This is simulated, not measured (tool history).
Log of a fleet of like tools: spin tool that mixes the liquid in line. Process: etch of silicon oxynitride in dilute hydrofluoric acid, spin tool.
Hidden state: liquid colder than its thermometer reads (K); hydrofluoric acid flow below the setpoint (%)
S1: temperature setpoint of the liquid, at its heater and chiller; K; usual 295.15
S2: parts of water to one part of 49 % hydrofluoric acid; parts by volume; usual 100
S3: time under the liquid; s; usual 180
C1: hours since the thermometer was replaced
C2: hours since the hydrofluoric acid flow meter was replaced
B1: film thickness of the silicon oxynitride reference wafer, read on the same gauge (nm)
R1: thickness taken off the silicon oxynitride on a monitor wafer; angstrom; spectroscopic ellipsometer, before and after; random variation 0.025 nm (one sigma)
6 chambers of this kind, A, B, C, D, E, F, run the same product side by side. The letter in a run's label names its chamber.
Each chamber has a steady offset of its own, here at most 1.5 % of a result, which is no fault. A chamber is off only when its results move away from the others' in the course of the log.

| run | hour | S1 | S2 | S3 | C1 | C2 | B1 | R1 |
|---|---|---|---|---|---|---|---|---|
| 1D | 5.1 | 295.15 | 100 | 180 | 1462.1 | 1064.0 | 130.05 | 30.797 |
| 2F | 11.0 | 295.15 | 100 | 180 | 1717.1 | 1762.9 | 130.03 | 30.520 |
| 3B | 18.1 | 295.15 | 100 | 180 | 2043.0 | 678.8 | 130.01 | 30.262 |
| 4E | 24.4 | 295.15 | 100 | 180 | 429.5 | 1089.5 | 129.97 | 30.645 |
| 5C | 30.6 | 295.15 | 100 | 180 | 639.2 | 489.2 | 129.97 | 30.138 |
| 6A | 37.7 | 295.15 | 140 | 180 | 608.5 | 980.6 | 130.00 | 21.046 |
|  | 39.6 | chamber E: hydrofluoric acid flow meter replaced |
| 7E | 42.0 | 295.15 | 140 | 180 | 447.1 | 2.4 | 129.98 | 21.192 |
| 8A | 47.0 | 295.15 | 140 | 180 | 617.8 | 989.9 | 130.01 | 21.302 |
| 9F | 52.7 | 295.15 | 140 | 180 | 1758.8 | 1804.6 | 130.01 | 21.318 |
| 10D | 57.9 | 295.15 | 140 | 180 | 1514.9 | 1116.8 | 129.99 | 21.528 |
| 11B | 64.7 | 295.15 | 140 | 180 | 2089.6 | 725.4 | 130.00 | 21.003 |
| 12C | 71.8 | 295.15 | 100 | 180 | 680.4 | 530.4 | 130.00 | 30.523 |
| 13A | 76.0 | 295.15 | 100 | 180 | 646.8 | 1018.9 | 130.01 | 30.351 |
| 14C | 82.0 | 295.15 | 100 | 180 | 690.6 | 540.6 | 130.00 | 30.608 |
| 15B | 89.8 | 295.15 | 100 | 180 | 2114.7 | 750.5 | 130.00 | 30.478 |
| 16E | 97.9 | 295.15 | 130 | 180 | 503.0 | 58.3 | 129.99 | 22.951 |
| 17F | 105.8 | 295.15 | 130 | 180 | 1811.9 | 1857.7 | 129.99 | 22.950 |
| 18D | 113.6 | 295.15 | 130 | 180 | 1570.6 | 1172.5 | 130.01 | 22.281 |
| 19D | 121.0 | 295.15 | 130 | 180 | 1578.0 | 1179.9 | 129.98 | 22.249 |
| 20C | 126.7 | 295.15 | 130 | 180 | 735.3 | 585.3 | 130.02 | 22.769 |
| 21E | 133.1 | 295.15 | 130 | 180 | 538.2 | 93.5 | 130.00 | 23.041 |
| 22F | 138.7 | 295.15 | 100 | 180 | 1844.8 | 1890.6 | 130.04 | 30.965 |
| 23A | 143.9 | 295.15 | 100 | 180 | 714.7 | 1086.8 | 130.00 | 30.306 |
| 24B | 148.7 | 299.15 | 75 | 180 | 2173.6 | 809.4 | 130.00 | 49.642 |
| 25B | 156.5 | 299.15 | 75 | 180 | 2181.4 | 817.2 | 130.00 | 50.068 |
| 26F | 162.1 | 299.15 | 75 | 180 | 1868.2 | 1914.0 | 130.02 | 51.083 |
| 27A | 169.6 | 299.15 | 75 | 180 | 740.4 | 1112.5 | 130.01 | 49.686 |
| 28C | 173.5 | 299.15 | 75 | 180 | 782.1 | 632.1 | 130.00 | 50.009 |
| 29D | 178.6 | 299.15 | 75 | 180 | 1635.6 | 1237.5 | 130.02 | 47.070 |
| 30E | 184.7 | 295.15 | 100 | 180 | 589.8 | 145.1 | 130.01 | 30.450 |
| 31C | 191.3 | 295.15 | 100 | 180 | 799.9 | 649.9 | 130.03 | 30.454 |
| 32F | 198.6 | 295.15 | 100 | 180 | 1904.7 | 1950.5 | 130.02 | 30.702 |
| 33E | 203.9 | 291.15 | 100 | 285 | 609.0 | 164.3 | 129.98 | 40.137 |
| 34A | 208.7 | 291.15 | 100 | 285 | 779.5 | 1151.6 | 129.98 | 39.828 |
| 35D | 214.3 | 291.15 | 100 | 285 | 1671.3 | 1273.2 | 130.00 | 36.818 |
| 36B | 222.5 | 291.15 | 100 | 285 | 2247.4 | 883.2 | 130.01 | 39.885 |

What goes on in this fleet: one chamber off, a drifting gauge, or nothing beyond the chambers' own small offsets? Name the chamber and the cause, if any.

Chamber D drifts away from the others.
Cause: liquid colder than its thermometer reads (K) = 1.68.
The log may not tell that from: hydrofluoric acid flow below the setpoint (%).

Here are 4 candidates for chamber D's next run, each the usual settings with a change, their results left as question marks. Which one brings its results back in line with what the others give on the usual settings?
In line means no further than this from the other chambers' mean on the usual settings: R1 0.880 angstrom
| 37D-1 | 228.4 | 295.15 | 100 | 175 |  |  |  | ? |
| 37D-2 | 228.4 | 295.15 | 100 | 185 |  |  |  | ? |
| 37D-3 | 228.4 | 295.15 | 95 | 185 |  |  |  | ? |
| 37D-4 | 228.4 | 295.15 | 100 | 165 |  |  |  | ? |

The other chambers' mean on the usual settings: R1 30.545 angstrom
| run | R1 |
|---|---|
| 37D-1 | 27.251 |
| 37D-2 | 28.808 |
| 37D-3 | 30.445 |
| 37D-4 | 25.693 |
37D-3 brings the chamber back in line.

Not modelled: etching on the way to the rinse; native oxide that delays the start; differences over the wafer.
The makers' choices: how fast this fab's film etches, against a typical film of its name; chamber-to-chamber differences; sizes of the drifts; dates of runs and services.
